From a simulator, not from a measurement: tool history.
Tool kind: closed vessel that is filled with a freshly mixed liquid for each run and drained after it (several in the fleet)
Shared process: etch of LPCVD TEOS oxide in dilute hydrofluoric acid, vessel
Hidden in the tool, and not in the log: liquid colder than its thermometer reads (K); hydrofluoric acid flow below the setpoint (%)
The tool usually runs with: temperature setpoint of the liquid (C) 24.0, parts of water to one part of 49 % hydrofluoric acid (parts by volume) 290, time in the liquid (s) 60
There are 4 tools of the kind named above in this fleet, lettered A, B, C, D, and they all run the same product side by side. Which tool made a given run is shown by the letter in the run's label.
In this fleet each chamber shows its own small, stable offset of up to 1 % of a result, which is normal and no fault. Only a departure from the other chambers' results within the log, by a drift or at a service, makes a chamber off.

| run | hour | temperature setpoint of the liquid (C) | parts of water to one part of 49 % hydrofluoric acid (parts by volume) | time in the liquid (s) | hours since the thermometer was replaced | hours since the hydrofluoric acid flow meter was replaced | read-back film thickness of the LPCVD TEOS oxide reference wafer, read on the same gauge (nm) | thickness taken off the LPCVD TEOS oxide on a monitor wafer (angstrom) |
|---|---|---|---|---|---|---|---|---|
| 1C | 15.7 | 24.0 | 290 | 60 | 729.3 | 341.0 | 130.01 | 94.231 |
| 2D | 22.5 | 24.0 | 290 | 60 | 982.1 | 372.8 | 130.00 | 94.214 |
| 3B | 32.8 | 24.0 | 290 | 60 | 1465.0 | 289.5 | 129.94 | 93.585 |
| 4A | 46.8 | 24.0 | 290 | 60 | 1361.1 | 342.1 | 129.98 | 94.096 |
| 5D | 61.2 | 24.0 | 290 | 60 | 1020.8 | 411.5 | 129.99 | 95.661 |
| 6A | 69.8 | 24.0 | 290 | 60 | 1384.1 | 365.1 | 129.96 | 93.725 |
| 7C | 85.5 | 24.0 | 290 | 60 | 799.1 | 410.8 | 130.00 | 93.905 |
| 8B | 95.6 | 24.0 | 290 | 60 | 1527.8 | 352.3 | 130.02 | 95.437 |
| 9B | 104.7 | 24.0 | 290 | 60 | 1536.9 | 361.4 | 129.99 | 94.569 |
| 10A | 114.2 | 24.0 | 290 | 60 | 1428.5 | 409.5 | 129.97 | 93.877 |
| 11D | 123.4 | 24.0 | 290 | 60 | 1083.0 | 473.7 | 130.00 | 95.462 |
| 12C | 137.2 | 24.0 | 290 | 60 | 850.8 | 462.5 | 129.93 | 93.415 |
|  | 141.8 | chamber D: thermometer replaced |
| 13B | 149.5 | 24.0 | 290 | 60 | 1581.7 | 406.2 | 130.05 | 94.425 |
| 14A | 161.4 | 28.5 | 290 | 60 | 1475.7 | 456.7 | 129.99 | 108.190 |
| 15D | 169.8 | 28.5 | 290 | 60 | 28.0 | 520.1 | 129.95 | 109.960 |
| 16C | 180.7 | 28.5 | 290 | 60 | 894.3 | 506.0 | 130.07 | 110.450 |
| 17C | 193.1 | 28.5 | 290 | 60 | 906.7 | 518.4 | 130.03 | 109.650 |
| 18D | 208.8 | 24.0 | 290 | 60 | 67.0 | 559.1 | 130.00 | 93.542 |
| 19B | 224.5 | 24.0 | 290 | 60 | 1656.7 | 481.2 | 130.01 | 95.325 |
| 20A | 239.5 | 24.0 | 290 | 60 | 1553.8 | 534.8 | 129.96 | 94.747 |
| 21C | 251.2 | 24.0 | 290 | 60 | 964.8 | 576.5 | 129.93 | 93.335 |
| 22A | 265.5 | 24.0 | 290 | 60 | 1579.8 | 560.8 | 129.96 | 93.976 |
| 23D | 274.2 | 24.0 | 290 | 60 | 132.4 | 624.5 | 129.97 | 93.474 |
| 24B | 289.3 | 24.0 | 290 | 60 | 1721.5 | 546.0 | 129.99 | 95.080 |

Has any chamber moved away from the others, gradually or after a service, or does the common gauge drift, or do the chambers differ only by their own small steady offsets? State the chamber and the most likely cause if one applies.

Neither any chamber nor the gauge drifts; the chambers differ only by their own small, steady offsets.
